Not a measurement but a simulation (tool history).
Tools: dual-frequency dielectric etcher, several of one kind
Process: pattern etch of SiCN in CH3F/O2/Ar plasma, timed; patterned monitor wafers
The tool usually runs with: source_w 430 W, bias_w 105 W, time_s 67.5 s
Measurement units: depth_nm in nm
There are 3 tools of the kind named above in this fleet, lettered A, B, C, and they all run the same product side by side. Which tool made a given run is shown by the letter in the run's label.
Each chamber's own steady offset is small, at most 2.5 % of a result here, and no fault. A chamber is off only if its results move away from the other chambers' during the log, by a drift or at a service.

run	day	source_w	bias_w	time_s	read-back reference wafer on the same gauge, depth_nm	depth_nm
1C	0.279	430	105	67.5	29.110	29.979
2A	0.525	430	105	67.5	29.115	30.527
3B	0.708	430	105	67.5	29.088	29.611
4B	0.971	430	105	67.5	29.090	29.761
5C	1.304	430	105	67.5	29.076	29.842
6A	1.488	430	105	67.5	29.117	30.537
7C	1.817	430	105	67.5	29.120	29.856
8B	2.075	430	105	67.5	29.113	29.773
9A	2.329	430	105	67.5	29.111	30.392
10A	2.596	430	105	67.5	29.111	30.608
11B	2.825	430	105	67.5	29.086	29.741
# day 2.842: chamber B: wet clean of the chamber
12C	3.062	430	105	67.5	29.099	29.795
13B	3.246	430	105	67.5	29.098	29.905
14C	3.575	430	105	67.5	29.099	29.894
15A	3.871	430	105	67.5	29.103	30.471
16C	4.212	430	105	67.5	29.104	29.947
17B	4.392	430	105	67.5	29.092	29.791
18A	4.746	430	105	67.5	29.112	30.597
19A	4.962	430	105	67.5	29.099	30.496
20C	5.200	430	105	67.5	29.092	29.641
# day 5.350: chamber A: source power generator calibrated
21B	5.433	430	105	67.5	29.096	29.628
22B	5.704	430	105	67.5	29.093	29.743
23A	6.021	430	105	67.5	29.114	31.068
24C	6.358	430	105	67.5	29.088	29.901
25B	6.525	430	105	67.5	29.099	29.719
26A	6.779	430	105	67.5	29.104	31.102
27C	7.062	500	105	79.0	29.112	36.901
28A	7.275	500	105	79.0	29.093	38.395
29B	7.479	500	105	79.0	29.090	36.903
30C	7.821	430	105	67.5	29.075	29.956
31C	8.179	430	105	83.0	29.091	36.839
32B	8.425	430	105	83.0	29.111	36.416
33A	8.762	430	105	83.0	29.106	38.181
34A	9.029	430	105	67.5	29.099	31.085
35C	9.246	430	105	67.5	29.087	29.880

Does one chamber stand apart from the rest, does the shared gauge drift, or is all well apart from small per-chamber offsets? Give the chamber and the most likely cause, where there is one.

A service on chamber A put it out of line with the rest.
Likeliest cause: source power that arrives over what is set, % = 4.73.

Chamber A could run next with any of the 4 candidate recipes listed below; each alters the usual settings, and their results appear as question marks. Which one brings its results back in line with what the other chambers deliver on the usual settings?
To be in line, a result may differ from the other chambers' mean on the usual settings by at most: depth_nm 0.300 nm
36A-1	9.508	430	104	65.0		?
36A-2	9.508	450	111	67.5		?
36A-3	9.508	430	103	64.0		?
36A-4	9.508	440	106	71.0		?

The other chambers' mean on the usual settings: depth_nm 29.828 nm
run	depth_nm
36A-1	29.773
36A-2	32.219
36A-3	29.208
36A-4	33.031
Change 36A-1 lands the chamber within the allowed miss of the other chambers.
